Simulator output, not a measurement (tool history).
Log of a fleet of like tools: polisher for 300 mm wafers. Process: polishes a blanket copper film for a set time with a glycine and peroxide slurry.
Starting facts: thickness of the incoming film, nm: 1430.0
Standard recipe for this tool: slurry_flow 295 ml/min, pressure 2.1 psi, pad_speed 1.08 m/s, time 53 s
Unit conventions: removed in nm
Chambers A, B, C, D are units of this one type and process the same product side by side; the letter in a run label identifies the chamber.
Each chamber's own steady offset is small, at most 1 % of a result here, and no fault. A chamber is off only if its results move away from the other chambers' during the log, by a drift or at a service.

At hour 1.1: chamber C: worn pad replaced by a new one.
Run 1A, hour 8.8: usual settings. Result: removed 210.40 nm.
At hour 13.1: chamber D: worn pad replaced by a new one.
Run 2B, hour 19.8: usual settings. Result: removed 211.49 nm.
Run 3D, hour 26.3: usual settings. Result: removed 215.31 nm.
Run 4C, hour 32.3: usual settings. Result: removed 206.95 nm.
Run 5B, hour 40.5: usual settings. Result: removed 208.76 nm.
Run 6D, hour 47.2: usual settings but slurry_flow 380 ml/min. Result: removed 214.06 nm.
At hour 48.5: chamber B: worn pad replaced by a new one.
Run 7C, hour 56.7: usual settings but slurry_flow 380 ml/min. Result: removed 210.48 nm.
Run 8A, hour 65.2: usual settings but slurry_flow 380 ml/min. Result: removed 210.06 nm.
At hour 66.7: chamber C: worn pad replaced by a new one.
Run 9C, hour 71.0: usual settings but slurry_flow 380 ml/min. Result: removed 210.88 nm.
At hour 74.5: chamber D: worn pad replaced by a new one.
Run 10B, hour 78.1: usual settings. Result: removed 208.21 nm.
At hour 85.1: chamber B: slurry nozzle cleaned.
Run 11D, hour 89.0: usual settings. Result: removed 211.61 nm.
Run 12A, hour 99.6: usual settings. Result: removed 207.03 nm.
Run 13A, hour 111.3: usual settings. Result: removed 212.26 nm.
Run 14D, hour 120.4: usual settings. Result: removed 213.33 nm.
Run 15B, hour 125.6: usual settings. Result: removed 205.20 nm.
At hour 127.0: chamber D: worn pad replaced by a new one.
Run 16C, hour 136.3: usual settings. Result: removed 203.99 nm.
At hour 142.3: chamber B: worn pad replaced by a new one.
At hour 146.2: chamber C: worn pad replaced by a new one.
Run 17D, hour 146.3: usual settings but pressure 1.6 psi, time 39 s. Result: removed 125.03 nm.
Run 18B, hour 153.4: usual settings but pressure 1.6 psi, time 39 s. Result: removed 123.84 nm.
Run 19C, hour 163.5: usual settings but pressure 1.6 psi, time 39 s. Result: removed 123.33 nm.
Run 20A, hour 171.0: usual settings but pressure 1.6 psi, time 39 s. Result: removed 123.46 nm.
At hour 180.1: chamber D: worn pad replaced by a new one.
Run 21D, hour 182.7: usual settings. Result: removed 213.05 nm.
Run 22B, hour 191.3: usual settings. Result: removed 207.84 nm.
Run 23C, hour 201.4: usual settings. Result: removed 209.28 nm.
Run 24A, hour 211.0: usual settings. Result: removed 199.92 nm.
At hour 211.1: chamber C: slurry nozzle cleaned.
At hour 216.8: chamber C: worn pad replaced by a new one.
Run 25C, hour 222.7: usual settings. Result: removed 209.99 nm.
Run 26A, hour 227.8: usual settings. Result: removed 197.97 nm.
At hour 229.5: chamber D: worn pad replaced by a new one.
Run 27B, hour 234.2: usual settings. Result: removed 212.88 nm.
At hour 237.8: chamber B: worn pad replaced by a new one.
Run 28D, hour 243.0: usual settings. Result: removed 209.94 nm.
Run 29A, hour 250.7: usual settings. Result: removed 192.66 nm.
Run 30B, hour 257.7: usual settings. Result: removed 209.02 nm.
Run 31D, hour 268.3: usual settings. Result: removed 211.21 nm.
Run 32C, hour 274.2: usual settings. Result: removed 207.97 nm.

Predict what each chamber gives when all 4 of them run the settings below next.
Run 33A, hour 282.6: usual settings. Result: removed ?.
Run 33B, hour 282.6: usual settings. Result: removed ?.
Run 33C, hour 282.6: usual settings. Result: removed ?.
Run 33D, hour 282.6: usual settings. Result: removed ?.

run  removed
33A   191.98
33B   208.01
33C   205.19
33D   210.32
